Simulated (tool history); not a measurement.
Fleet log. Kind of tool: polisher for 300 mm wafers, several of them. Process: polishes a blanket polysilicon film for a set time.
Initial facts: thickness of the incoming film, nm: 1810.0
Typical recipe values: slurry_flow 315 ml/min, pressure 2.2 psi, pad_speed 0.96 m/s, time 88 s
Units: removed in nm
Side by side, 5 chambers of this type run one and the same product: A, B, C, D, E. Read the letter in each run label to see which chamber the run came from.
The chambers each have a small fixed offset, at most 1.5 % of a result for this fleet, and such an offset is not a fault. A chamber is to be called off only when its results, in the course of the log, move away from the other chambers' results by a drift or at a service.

run 1C hour=14.2 | slurry_flow=315 pressure=2.2 pad_speed=0.96 time=88 | removed=438.45
run 2D hour=25.9 | slurry_flow=315 pressure=2.2 pad_speed=0.96 time=88 | removed=447.78
run 3E hour=32.7 | slurry_flow=315 pressure=2.2 pad_speed=0.96 time=88 | removed=440.87
-- hour=33.5 chamber C: worn pad replaced by a new one
-- hour=36.5 chamber A: worn pad replaced by a new one
-- hour=42.6 chamber B: worn pad replaced by a new one
run 4B hour=43.6 | slurry_flow=315 pressure=2.2 pad_speed=0.96 time=88 | removed=444.06
run 5A hour=52.5 | slurry_flow=315 pressure=2.2 pad_speed=0.96 time=88 | removed=438.27
run 6D hour=61.1 | slurry_flow=315 pressure=2.2 pad_speed=0.96 time=88 | removed=444.43
-- hour=69.7 chamber E: worn pad replaced by a new one
run 7C hour=69.9 | slurry_flow=315 pressure=2.2 pad_speed=0.96 time=88 | removed=438.55
run 8A hour=82.9 | slurry_flow=315 pressure=2.2 pad_speed=0.96 time=88 | removed=456.94
-- hour=86 chamber D: worn pad replaced by a new one
run 9E hour=97.5 | slurry_flow=315 pressure=2.2 pad_speed=0.96 time=88 | removed=433.8
-- hour=100 chamber E: head pressure recalibrated
run 10B hour=110.1 | slurry_flow=315 pressure=2.9 pad_speed=0.96 time=61 | removed=414.74
-- hour=116.6 chamber A: slurry nozzle cleaned
run 11E hour=119 | slurry_flow=315 pressure=2.9 pad_speed=0.96 time=61 | removed=401.93
run 12B hour=127.3 | slurry_flow=315 pressure=2.9 pad_speed=0.96 time=61 | removed=415.23
-- hour=128.7 chamber B: worn pad replaced by a new one
-- hour=136.4 chamber A: worn pad replaced by a new one
run 13C hour=139.9 | slurry_flow=315 pressure=2.9 pad_speed=0.96 time=61 | removed=406.39
-- hour=150.9 chamber C: worn pad replaced by a new one
run 14D hour=153 | slurry_flow=315 pressure=2.9 pad_speed=0.96 time=61 | removed=407.48
run 15A hour=166.1 | slurry_flow=315 pressure=2.2 pad_speed=0.96 time=88 | removed=448.48
-- hour=168.4 chamber E: worn pad replaced by a new one
run 16A hour=177.4 | slurry_flow=315 pressure=2.2 pad_speed=0.96 time=88 | removed=444.88
run 17D hour=190.2 | slurry_flow=315 pressure=2.2 pad_speed=0.96 time=88 | removed=445.17
-- hour=191.8 chamber D: worn pad replaced by a new one
-- hour=201.2 chamber B: slurry nozzle cleaned
run 18E hour=205.1 | slurry_flow=315 pressure=2.2 pad_speed=0.96 time=88 | removed=447.07
run 19B hour=214.5 | slurry_flow=315 pressure=2.2 pad_speed=0.96 time=117 | removed=600.63
-- hour=221.2 chamber B: worn pad replaced by a new one
run 20C hour=224.7 | slurry_flow=315 pressure=2.2 pad_speed=0.96 time=117 | removed=595.27
-- hour=227.1 chamber A: worn pad replaced by a new one
run 21B hour=236 | slurry_flow=315 pressure=2.2 pad_speed=0.96 time=117 | removed=598.79
run 22C hour=247.1 | slurry_flow=315 pressure=2.2 pad_speed=0.96 time=117 | removed=577.41
-- hour=259.8 chamber E: worn pad replaced by a new one
run 23E hour=261.3 | slurry_flow=315 pressure=2.2 pad_speed=0.96 time=117 | removed=586.85
run 24D hour=268.7 | slurry_flow=315 pressure=2.2 pad_speed=0.96 time=88 | removed=437.49
-- hour=272.1 chamber D: head pressure recalibrated
-- hour=275.9 chamber C: worn pad replaced by a new one
run 25A hour=277.1 | slurry_flow=315 pressure=2.2 pad_speed=0.96 time=88 | removed=455.73
run 26D hour=290.8 | slurry_flow=315 pressure=2.9 pad_speed=0.96 time=88 | removed=583.39
-- hour=292.6 chamber C: head pressure recalibrated
run 27C hour=299.5 | slurry_flow=315 pressure=2.9 pad_speed=0.96 time=88 | removed=586.14
-- hour=300.3 chamber D: worn pad replaced by a new one
run 28A hour=306.1 | slurry_flow=315 pressure=2.9 pad_speed=0.96 time=88 | removed=594.5
run 29E hour=317.6 | slurry_flow=315 pressure=2.9 pad_speed=0.96 time=88 | removed=576.31
-- hour=317.7 chamber A: worn pad replaced by a new one
-- hour=321.6 chamber B: worn pad replaced by a new one
run 30B hour=329.4 | slurry_flow=315 pressure=2.9 pad_speed=0.96 time=88 | removed=580.57
run 31E hour=340.3 | slurry_flow=315 pressure=2.7 pad_speed=0.96 time=88 | removed=537.8
run 32B hour=353 | slurry_flow=315 pressure=2.7 pad_speed=0.96 time=88 | removed=540.47
-- hour=356 chamber E: worn pad replaced by a new one
run 33A hour=362.2 | slurry_flow=315 pressure=2.7 pad_speed=0.96 time=88 | removed=544.9
run 34C hour=374.3 | slurry_flow=315 pressure=2.7 pad_speed=0.96 time=88 | removed=538.22
run 35D hour=389.1 | slurry_flow=315 pressure=2.7 pad_speed=0.96 time=88 | removed=535.95
-- hour=390.4 chamber C: worn pad replaced by a new one
run 36B hour=398 | slurry_flow=315 pressure=2.2 pad_speed=0.96 time=88 | removed=445.83
run 37E hour=412.8 | slurry_flow=315 pressure=2.2 pad_speed=0.96 time=88 | removed=434.57
-- hour=418.7 chamber A: worn pad replaced by a new one
-- hour=420.8 chamber D: worn pad replaced by a new one
run 38C hour=426.4 | slurry_flow=315 pressure=2.2 pad_speed=0.96 time=88 | removed=446.37
run 39D hour=440 | slurry_flow=315 pressure=2.2 pad_speed=0.96 time=88 | removed=446.75
run 40A hour=451.6 | slurry_flow=315 pressure=2.2 pad_speed=0.96 time=88 | removed=438.2

For the next run the whole fleet of 5 chambers uses the same settings. Give each chamber's results:
run 41A hour=462.3 | slurry_flow=315 pressure=2.2 pad_speed=0.96 time=88 | removed=?
run 41B hour=462.3 | slurry_flow=315 pressure=2.2 pad_speed=0.96 time=88 | removed=?
run 41C hour=462.3 | slurry_flow=315 pressure=2.2 pad_speed=0.96 time=88 | removed=?
run 41D hour=462.3 | slurry_flow=315 pressure=2.2 pad_speed=0.96 time=88 | removed=?
run 41E hour=462.3 | slurry_flow=315 pressure=2.2 pad_speed=0.96 time=88 | removed=?

run=41A removed=449.38
run=41B removed=438.87
run=41C removed=448.39
run=41D removed=444.74
run=41E removed=434.7

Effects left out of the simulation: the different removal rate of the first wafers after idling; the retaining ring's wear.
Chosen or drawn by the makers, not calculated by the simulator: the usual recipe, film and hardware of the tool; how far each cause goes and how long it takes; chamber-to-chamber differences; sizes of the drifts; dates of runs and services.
